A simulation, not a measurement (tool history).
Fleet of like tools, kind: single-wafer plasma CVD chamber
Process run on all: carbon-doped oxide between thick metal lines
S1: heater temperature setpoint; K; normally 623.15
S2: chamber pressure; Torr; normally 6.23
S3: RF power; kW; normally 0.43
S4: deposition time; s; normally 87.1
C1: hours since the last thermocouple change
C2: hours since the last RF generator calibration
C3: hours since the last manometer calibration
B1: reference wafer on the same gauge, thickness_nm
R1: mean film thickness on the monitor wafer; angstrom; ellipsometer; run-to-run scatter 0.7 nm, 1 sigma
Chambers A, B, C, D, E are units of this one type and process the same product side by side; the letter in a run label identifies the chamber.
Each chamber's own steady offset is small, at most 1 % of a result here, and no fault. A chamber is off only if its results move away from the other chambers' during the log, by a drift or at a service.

run	hour	S1	S2	S3	S4	C1	C2	C3	B1	R1
1C	4.9	623.15	6.23	0.43	87.1	252	119.6	1362	410	4114.1
2A	10.9	623.15	6.23	0.43	87.1	2242.3	350.5	187	409.64	4114.8
3B	16.8	623.15	6.23	0.43	87.1	810.6	609.8	596.2	409.85	4127.8
4D	21	623.15	6.23	0.43	87.1	1412.5	104.6	1233	409.72	4091
5E	24	623.15	6.23	0.43	87.1	1516.1	2010.1	1713.3	409.77	4065.7
6C	27.8	623.15	6.23	0.43	87.1	274.9	142.5	1384.9	409.5	4106.3
7D	33.3	623.15	6.23	0.43	87.1	1424.8	116.9	1245.3	409.65	4103
8E	38.1	623.15	6.23	0.43	87.1	1530.2	2024.2	1727.4	409.65	4047.8
9A	43.6	623.15	6.23	0.43	87.1	2275	383.2	219.7	409.26	4110.3
10B	48.5	610.15	6.23	0.35	87.1	842.3	641.5	627.9	409.29	3647.4
11C	51.9	610.15	6.23	0.35	87.1	299	166.6	1409	409.3	3653.3
12D	56.9	610.15	6.23	0.35	87.1	1448.4	140.5	1268.9	409.28	3656.3
13B	62.9	610.15	6.23	0.35	87.1	856.7	655.9	642.3	409.1	3639.4
14A	68.9	610.15	6.23	0.35	87.1	2300.3	408.5	245	409.1	3623.7
15E	72.2	623.15	6.23	0.43	87.1	1564.3	2058.3	1761.5	409	4067
16A	75.6	623.15	6.23	0.49	87.1	2307	415.2	251.7	408.86	4471.8
17B	81	623.15	6.23	0.49	87.1	874.8	674	660.4	408.84	4501.7
18C	84.4	623.15	6.23	0.49	87.1	331.5	199.1	1441.5	408.93	4473.2
19E	88.2	623.15	6.23	0.49	87.1	1580.3	2074.3	1777.5	408.86	4423.4
20D	94.1	623.15	6.23	0.49	87.1	1485.6	177.7	1306.1	408.76	4464
21E	99.8	623.15	6.23	0.43	87.1	1591.9	2085.9	1789.1	408.49	4056.4
# hour 103.7: chamber B: thermocouple changed; heater temperature recalibrated
22D	105	623.15	6.23	0.43	87.1	1496.5	188.6	1317	408.55	4080.7
23A	109.2	623.15	6.23	0.43	87.1	2340.6	448.8	285.3	408.23	4101.1
24B	113.1	623.15	6.23	0.43	87.1	9.5	706.1	692.5	408.35	4104.4
25C	117.5	623.15	6.23	0.43	87.1	364.6	232.2	1474.6	408.44	4108.4
26B	122.4	623.15	6.23	0.43	87.1	18.8	715.4	701.8	408.21	4101.4
27D	125.2	623.15	6.23	0.43	87.1	1516.7	208.8	1337.2	408.25	4093.9
28A	128.7	623.15	6.23	0.43	87.1	2360.1	468.3	304.8	408.19	4094.6
29E	132.4	623.15	6.23	0.43	87.1	1624.5	2118.5	1821.7	408.19	4053.1
30C	138.3	623.15	6.23	0.43	87.1	385.4	253	1495.4	407.95	4092.7
31E	143.2	623.15	6.23	0.43	87.1	1635.3	2129.3	1832.5	407.93	4050.7
32A	147.2	623.15	6.23	0.43	87.1	2378.6	486.8	323.3	408.04	4104.8
33D	151.1	623.15	6.23	0.43	87.1	1542.6	234.7	1363.1	407.99	4093.7
34B	156.6	623.15	6.23	0.5	75.6	53	749.6	736	407.89	3957.4
35C	160.5	623.15	6.23	0.5	75.6	407.6	275.2	1517.6	407.52	3939.7
36A	165.8	623.15	6.23	0.5	75.6	2397.2	505.4	341.9	407.59	3928.6
# hour 170.3: chamber A: thermocouple changed; heater temperature recalibrated
37D	170.9	623.15	6.23	0.5	75.6	1562.4	254.5	1382.9	407.53	3894.9
# hour 172.3: chamber D: thermocouple changed; heater temperature recalibrated
38B	173.7	623.15	6.23	0.5	75.6	70.1	766.7	753.1	407.51	3959.7
39C	179.7	623.15	6.23	0.43	87.1	426.8	294.4	1536.8	407.42	4085.7
40E	183.7	623.15	6.23	0.43	87.1	1675.8	2169.8	1873	407.56	4029.4
41A	188.2	623.15	6.23	0.43	87.1	17.9	527.8	364.3	407.38	4080.4
42C	193.7	623.15	6.23	0.43	87.1	440.8	308.4	1550.8	407.3	4092.4
43D	197.4	611.15	6.23	0.43	81.7	25.2	281	1409.4	407.32	3959.3

All chambers now run identical settings, listed one chamber a line with results as question marks. What results will each chamber show?
44A	201.8	623.15	6.23	0.495	87.1					?
44B	201.8	623.15	6.23	0.495	87.1					?
44C	201.8	623.15	6.23	0.495	87.1					?
44D	201.8	623.15	6.23	0.495	87.1					?
44E	201.8	623.15	6.23	0.495	87.1					?

run	R1
44A	4490.9
44B	4517.1
44C	4500.7
44D	4457.5
44E	4427.8

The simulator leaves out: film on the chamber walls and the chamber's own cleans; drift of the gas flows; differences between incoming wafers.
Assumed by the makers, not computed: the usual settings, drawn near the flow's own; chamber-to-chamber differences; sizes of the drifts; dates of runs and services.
